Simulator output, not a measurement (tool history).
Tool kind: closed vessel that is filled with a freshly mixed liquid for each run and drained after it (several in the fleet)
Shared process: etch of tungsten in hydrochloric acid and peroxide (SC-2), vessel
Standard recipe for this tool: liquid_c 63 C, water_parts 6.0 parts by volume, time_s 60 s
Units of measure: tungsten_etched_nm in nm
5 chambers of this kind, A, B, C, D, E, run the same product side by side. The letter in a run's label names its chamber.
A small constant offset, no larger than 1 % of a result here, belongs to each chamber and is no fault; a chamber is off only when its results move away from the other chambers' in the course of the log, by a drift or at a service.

run,hour,liquid_c,water_parts,time_s,hours since the thermometer was replaced,hours since the chemicals flow meter was replaced,hours since the drum of peroxide was connected,"read-back film thickness of the tungsten reference wafer, read on the same gauge (nm)",tungsten_etched_nm
1D,8.9,63,6.0,60,247.1,67.8,544.2,79.986,42.492
2C,16.6,63,6.0,60,86.0,1804.2,497.7,80.011,42.630
3B,24.6,63,6.0,60,979.1,1298.2,1054.5,79.981,42.719
4A,33.9,63,6.0,60,823.1,1072.2,300.4,80.019,42.998
5E,38.1,63,6.0,60,80.7,1195.0,201.4,79.996,42.207
6B,42.9,63,6.0,60,997.4,1316.5,1072.8,79.976,42.552
7C,49.5,63,6.0,60,118.9,1837.1,530.6,80.009,42.426
8A,56.9,63,6.0,60,846.1,1095.2,323.4,79.981,42.782
9E,61.0,63,6.0,60,103.6,1217.9,224.3,80.006,42.301
10D,65.5,63,6.0,60,303.7,124.4,600.8,79.993,42.269
11C,71.3,63,6.0,60,140.7,1858.9,552.4,80.003,42.678
12E,76.1,63,6.0,60,118.7,1233.0,239.4,80.015,42.198
13A,81.3,63,6.0,60,870.5,1119.6,347.8,79.986,42.692
14B,90.7,63,7.5,35,1045.2,1364.3,1120.6,79.993,21.109
15D,96.0,63,7.5,35,334.2,154.9,631.3,79.984,20.928
16C,105.6,63,7.5,35,175.0,1893.2,586.7,80.003,21.008
17D,113.9,63,7.5,35,352.1,172.8,649.2,80.005,20.642
18B,119.4,63,7.5,35,1073.9,1393.0,1149.3,80.004,21.209
# hour 124.0: chamber B: chemicals flow meter replaced
19E,129.0,63,6.0,60,171.6,1285.9,292.3,80.019,42.279
20A,137.1,63,6.0,60,926.3,1175.4,403.6,79.990,42.737
21D,144.2,63,6.0,60,382.4,203.1,679.5,80.008,42.614
# hour 144.5: chamber E: new drum of peroxide connected
22E,148.4,63,6.0,60,191.0,1305.3,4.0,80.007,42.330
23A,154.3,63,6.0,60,943.5,1192.6,420.8,79.995,42.697
# hour 154.4: chamber C: new drum of peroxide connected
24B,160.7,63,6.0,60,1115.2,36.8,1190.6,80.007,43.333
25C,168.3,63,6.0,60,237.7,1955.9,14.0,79.979,42.673
# hour 172.6: chamber A: thermometer replaced
26A,175.1,63,6.0,60,2.6,1213.4,441.6,79.986,42.770
27D,184.4,63,6.0,60,422.6,243.3,719.7,80.022,42.494
28C,191.1,63,6.0,60,260.5,1978.7,36.8,80.018,42.630
29E,200.8,63,6.0,60,243.4,1357.7,56.4,79.993,42.049
30B,206.5,63,6.0,60,1161.0,82.6,1236.4,79.981,43.620
# hour 207.8: chamber A: new drum of peroxide connected
31E,213.2,63,6.0,60,255.8,1370.1,68.8,80.008,42.240
32D,222.5,63,6.0,60,460.7,281.4,757.8,79.984,42.591
33C,230.7,63,6.0,90,300.1,2018.3,76.4,79.978,63.794
34B,238.5,63,6.0,90,1193.0,114.6,1268.4,79.985,65.449
35A,244.3,63,6.0,90,71.8,1282.6,36.6,80.006,64.365
36C,253.9,63,6.0,90,323.3,2041.5,99.6,80.019,64.154
37A,262.9,63,6.0,90,90.4,1301.2,55.2,80.003,64.226
38D,267.1,63,6.0,60,505.3,326.0,802.4,80.000,42.332

All 5 chambers run these settings next. Forecast each chamber's results:
39A,274.0,63,5.0,60,,,,,?
39B,274.0,63,5.0,60,,,,,?
39C,274.0,63,5.0,60,,,,,?
39D,274.0,63,5.0,60,,,,,?
39E,274.0,63,5.0,60,,,,,?

run,tungsten_etched_nm
39A,48.830
39B,49.567
39C,48.450
39D,48.485
39E,48.386
